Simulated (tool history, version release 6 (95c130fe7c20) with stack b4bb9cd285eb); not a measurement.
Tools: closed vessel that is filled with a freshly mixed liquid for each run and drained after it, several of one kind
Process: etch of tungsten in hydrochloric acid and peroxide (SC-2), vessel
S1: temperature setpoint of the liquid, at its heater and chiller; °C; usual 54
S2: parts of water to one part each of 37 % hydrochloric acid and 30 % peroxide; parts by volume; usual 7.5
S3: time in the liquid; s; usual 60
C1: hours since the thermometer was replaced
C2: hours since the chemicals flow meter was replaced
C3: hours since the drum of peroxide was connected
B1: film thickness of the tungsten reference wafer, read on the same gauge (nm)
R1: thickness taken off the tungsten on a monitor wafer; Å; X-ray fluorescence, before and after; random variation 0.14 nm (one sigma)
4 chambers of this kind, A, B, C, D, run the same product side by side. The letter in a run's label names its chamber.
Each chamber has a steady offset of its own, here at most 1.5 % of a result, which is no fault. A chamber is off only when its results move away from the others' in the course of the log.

run   hour  S1    S2  S3      C1      C2      C3      B1      R1
         5  -- chamber C: new drum of peroxide connected
 1C   11.8  54   7.5  60     931   605.1     6.8  39.965  326.98
 2D   25.2  54   7.5  60  1095.9   389.1   217.3  39.985   327.2
 3B   38.9  54   7.5  60   538.2   594.8  1116.7  40.015  327.39
 4A   52.3  54   7.5  60   249.7   882.5   440.2  40.006  329.92
 5D   62.8  54     4  45  1133.5   426.7   254.9  39.984  385.09
 6A   78.2  54     4  45   275.6   908.4   466.1  39.981  396.36
 7B   88.9  54     4  45   588.2   644.8  1166.7  39.959  394.18
 8C   99.3  54     4  45  1018.5   692.6    94.3  39.981     390
 9C  114.9  54   7.5  60  1034.1   708.2   109.9  40.004  327.33
10B  125.2  54   7.5  60   624.5   681.1    1203  39.995   328.4
11A  136.1  54   7.5  60   333.5   966.3     524  40.022  332.81
12D  143.5  54   7.5  60  1214.2   507.4   335.6  40.001  329.63
13D  157.4  54   7.5  60  1228.1   521.3   349.5  40.008  326.27
14C  173.3  54  11.5  60  1092.5   766.6   168.3  40.007  229.75
     177.1  -- chamber B: new drum of peroxide connected
15B  184.6  54  11.5  60   683.9   740.5     7.5   39.97  231.24
16A  198.8  54  11.5  60   396.2    1029   586.7  39.963   238.8
17D  210.3  54  11.5  60    1281   574.2   402.4  40.021  230.66
18C    220  54   7.5  60  1139.2   813.3     215  40.028  328.48
     232.5  -- chamber D: new drum of peroxide connected
19A  235.8  54   7.5  60   433.2    1066   623.7  40.021  340.45
20B  246.7  54   7.5  60     746   802.6    69.6  40.011  333.14
21D  262.4  54   7.5  60  1333.1   626.3    29.9  40.007  326.39
22A  277.1  54   7.5  60   474.5  1107.3     665  40.018   342.9
23B  284.8  54   7.5  60   784.1   840.7   107.7  39.997  328.73
24C  295.8  54   7.5  60    1215   889.1   290.8  40.012  329.43
25A    309  54   7.5  60   506.4  1139.2   696.9  39.967     343
26B  317.7  54   7.5  60     817   873.6   140.6  39.991   331.7
27D  324.9  54   7.5  60  1395.6   688.8    92.4  39.999  328.21
28C  337.9  54   7.5  60  1257.1   931.2   332.9  40.006  326.43
29D  351.3  54   7.5  60    1422   715.2   118.8  40.014  325.61
30C    359  54   7.5  60  1278.2   952.3     354  40.007  327.12
31A  373.4  54   7.5  60   570.8  1203.6   761.3  39.983  348.42
32B  389.5  54   7.5  60   888.8   945.4   212.4  39.984  330.38
33A    402  54   7.5  60   599.4  1232.2   789.9  39.974  348.74
34B  413.2  54   7.5  60   912.5   969.1   236.1  39.997  328.56
35D  420.7  54   7.5  60  1491.4   784.6   188.2  39.973  328.87

Is one chamber off against the others, does the gauge drift, or is nothing wrong? If a chamber is off, say which, and what the likeliest cause is.

Chamber A drifts away from the others.
Cause: chemicals flow above the setpoint (%) = 7.28.
The log may not tell that from: liquid hotter than its thermometer reads (K).

Here are 4 candidates for chamber A's next run, each the usual settings with a change, their results left as question marks. Which one brings its results back in line with what the others give on the usual settings?
In line means no further than this from the other chambers' mean on the usual settings: R1 5.1 Å
36A-1  432.5  52  7.5  60                   ?
36A-2  432.5  55  7.5  60                   ?
36A-3  432.5  54    7  65                   ?
36A-4  432.5  53  7.5  60                   ?

The other chambers' mean on the usual settings: R1 328.49 Å
  run      R1
36A-1  305.46
36A-2  372.73
36A-3  398.65
36A-4   326.4
36A-4 brings the chamber back in line.

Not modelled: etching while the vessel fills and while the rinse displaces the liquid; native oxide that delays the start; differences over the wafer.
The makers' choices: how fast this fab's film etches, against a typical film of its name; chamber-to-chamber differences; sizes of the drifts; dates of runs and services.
